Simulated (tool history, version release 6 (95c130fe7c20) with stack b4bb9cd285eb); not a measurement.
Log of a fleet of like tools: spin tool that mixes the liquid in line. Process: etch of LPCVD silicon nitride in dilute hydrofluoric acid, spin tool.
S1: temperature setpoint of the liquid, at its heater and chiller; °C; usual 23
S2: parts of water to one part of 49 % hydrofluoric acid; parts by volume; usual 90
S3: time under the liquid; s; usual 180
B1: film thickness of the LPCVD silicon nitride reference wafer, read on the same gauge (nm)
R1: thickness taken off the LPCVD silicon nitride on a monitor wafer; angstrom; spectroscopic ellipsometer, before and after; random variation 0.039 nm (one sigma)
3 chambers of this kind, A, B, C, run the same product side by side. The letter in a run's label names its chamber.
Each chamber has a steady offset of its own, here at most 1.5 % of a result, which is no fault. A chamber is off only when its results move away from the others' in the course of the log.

| run | hour | S1 | S2 | S3 | B1 | R1 |
|---|---|---|---|---|---|---|
| 1B | 6.0 | 23 | 90 | 180 | 70.005 | 11.7690 |
| 2A | 19.3 | 23 | 90 | 180 | 69.996 | 11.0140 |
| 3C | 26.9 | 23 | 90 | 180 | 69.986 | 10.7120 |
| 4A | 40.4 | 23 | 90 | 180 | 69.979 | 11.0480 |
| 5C | 49.8 | 23 | 90 | 180 | 70.007 | 11.5640 |
| 6B | 61.3 | 23 | 90 | 180 | 69.991 | 12.0430 |
| 7B | 71.0 | 23 | 90 | 180 | 70.000 | 11.8570 |
| 8A | 80.4 | 23 | 90 | 180 | 69.996 | 11.0620 |
| 9C | 92.4 | 23 | 110 | 140 | 70.025 | 7.6114 |
|  | 100.1 | chamber A: thermometer replaced |
| 10C | 105.4 | 23 | 110 | 140 | 70.000 | 7.2775 |
| 11A | 116.6 | 23 | 110 | 140 | 70.002 | 7.7815 |
| 12B | 127.8 | 23 | 90 | 180 | 70.007 | 12.0490 |
| 13C | 140.3 | 23 | 90 | 180 | 69.997 | 11.5030 |
| 14B | 147.6 | 23 | 90 | 180 | 70.030 | 10.9880 |
| 15A | 153.8 | 23 | 90 | 180 | 70.010 | 11.0550 |
| 16B | 160.8 | 23 | 90 | 180 | 70.006 | 11.3360 |
| 17A | 173.6 | 23 | 90 | 180 | 70.000 | 11.4360 |
| 18C | 181.2 | 23 | 90 | 180 | 69.991 | 11.5270 |
| 19B | 194.7 | 23 | 90 | 180 | 70.010 | 11.6430 |
| 20C | 201.1 | 23 | 90 | 180 | 69.953 | 11.0430 |
| 21A | 212.2 | 23 | 90 | 180 | 70.002 | 11.3550 |
| 22B | 224.1 | 23 | 90 | 180 | 70.026 | 11.5490 |
| 23C | 233.5 | 23 | 90 | 180 | 70.031 | 11.0750 |
| 24A | 243.0 | 23 | 90 | 180 | 70.006 | 11.0140 |
| 25C | 250.2 | 23 | 90 | 180 | 70.000 | 11.3030 |
| 26A | 260.1 | 23 | 90 | 180 | 70.014 | 11.5620 |
| 27B | 269.1 | 23 | 90 | 180 | 70.000 | 11.5990 |
| 28A | 277.3 | 23 | 90 | 180 | 70.002 | 10.5980 |
| 29B | 286.3 | 23 | 90 | 180 | 69.960 | 10.5800 |
| 30C | 294.1 | 19 | 55 | 180 | 69.989 | 13.4260 |
| 31C | 304.1 | 19 | 55 | 180 | 69.985 | 14.0530 |
| 32A | 311.4 | 19 | 55 | 180 | 70.020 | 14.3330 |
| 33B | 323.9 | 23 | 90 | 180 | 69.990 | 11.2470 |
| 34B | 330.3 | 23 | 90 | 180 | 70.000 | 11.4710 |

Is one chamber off against the others, does the gauge drift, or is nothing wrong? If a chamber is off, say which, and what the likeliest cause is.

No chamber stands off beyond its own small offset, and the gauge holds steady.
